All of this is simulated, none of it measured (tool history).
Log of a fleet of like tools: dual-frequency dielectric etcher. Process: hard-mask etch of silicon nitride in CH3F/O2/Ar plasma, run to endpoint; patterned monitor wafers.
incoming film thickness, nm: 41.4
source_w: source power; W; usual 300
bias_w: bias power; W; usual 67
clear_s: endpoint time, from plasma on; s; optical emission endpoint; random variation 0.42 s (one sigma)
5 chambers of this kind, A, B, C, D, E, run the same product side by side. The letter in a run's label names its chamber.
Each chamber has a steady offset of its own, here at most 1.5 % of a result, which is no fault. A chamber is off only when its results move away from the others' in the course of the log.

Run 1D, hour 11: usual settings. Result: clear_s 69.533 s.
Run 2C, hour 23.1: usual settings. Result: clear_s 68.46 s.
At hour 26.3: chamber B: source power generator calibrated.
Run 3B, hour 31.1: usual settings. Result: clear_s 69.189 s.
Run 4E, hour 41.2: usual settings. Result: clear_s 68.521 s.
Run 5A, hour 50.2: usual settings. Result: clear_s 69.481 s.
Run 6D, hour 56.8: usual settings but source_w 250 W, bias_w 74 W. Result: clear_s 71.388 s.
Run 7B, hour 65.7: usual settings but source_w 250 W, bias_w 74 W. Result: clear_s 71.834 s.
Run 8E, hour 73: usual settings but source_w 250 W, bias_w 74 W. Result: clear_s 69.942 s.
Run 9C, hour 82.2: usual settings but source_w 250 W, bias_w 74 W. Result: clear_s 70.847 s.
Run 10A, hour 89.3: usual settings but source_w 250 W, bias_w 74 W. Result: clear_s 71.886 s.
At hour 97.5: chamber B: wet clean of the chamber.
Run 11D, hour 99.8: usual settings. Result: clear_s 69.729 s.
Run 12B, hour 108.5: usual settings but source_w 340 W. Result: clear_s 66.07 s.
Run 13C, hour 121.6: usual settings but source_w 340 W. Result: clear_s 65.037 s.
Run 14A, hour 132: usual settings but source_w 340 W. Result: clear_s 65.908 s.
Run 15E, hour 144.3: usual settings but source_w 340 W. Result: clear_s 64.301 s.
Run 16B, hour 155.6: usual settings but source_w 340 W. Result: clear_s 66 s.
Run 17A, hour 168.1: usual settings. Result: clear_s 68.813 s.
Run 18D, hour 179.1: usual settings. Result: clear_s 69.482 s.
Run 19E, hour 185.2: usual settings. Result: clear_s 66.207 s.
Run 20C, hour 194.3: usual settings. Result: clear_s 68.369 s.
At hour 199.5: chamber C: wet clean of the chamber.
Run 21B, hour 201.2: usual settings. Result: clear_s 69.737 s.
Run 22A, hour 208.8: usual settings. Result: clear_s 69.127 s.
Run 23C, hour 219.2: usual settings. Result: clear_s 69.049 s.
Run 24D, hour 231.8: usual settings but source_w 330 W, bias_w 77 W. Result: clear_s 63.795 s.
At hour 235.5: chamber D: wet clean of the chamber.
Run 25E, hour 238.6: usual settings but source_w 330 W, bias_w 77 W. Result: clear_s 60.361 s.
Run 26C, hour 248.5: usual settings but source_w 330 W, bias_w 77 W. Result: clear_s 62.759 s.
Run 27A, hour 257.3: usual settings but source_w 330 W, bias_w 77 W. Result: clear_s 62.694 s.
Run 28B, hour 264.2: usual settings but source_w 330 W, bias_w 77 W. Result: clear_s 63.404 s.
Run 29D, hour 276.1: usual settings. Result: clear_s 69.787 s.
Run 30E, hour 284.7: usual settings. Result: clear_s 64.743 s.
Run 31B, hour 292.4: usual settings. Result: clear_s 69.409 s.

Next, every chamber runs the same settings. What will each give?
Run 32A, hour 301.9: usual settings but bias_w 55 W. Result: clear_s ?.
Run 32B, hour 301.9: usual settings but bias_w 55 W. Result: clear_s ?.
Run 32C, hour 301.9: usual settings but bias_w 55 W. Result: clear_s ?.
Run 32D, hour 301.9: usual settings but bias_w 55 W. Result: clear_s ?.
Run 32E, hour 301.9: usual settings but bias_w 55 W. Result: clear_s ?.

run  clear_s
32A   73.342
32B   73.943
32C   72.031
32D   73.376
32E   67.964

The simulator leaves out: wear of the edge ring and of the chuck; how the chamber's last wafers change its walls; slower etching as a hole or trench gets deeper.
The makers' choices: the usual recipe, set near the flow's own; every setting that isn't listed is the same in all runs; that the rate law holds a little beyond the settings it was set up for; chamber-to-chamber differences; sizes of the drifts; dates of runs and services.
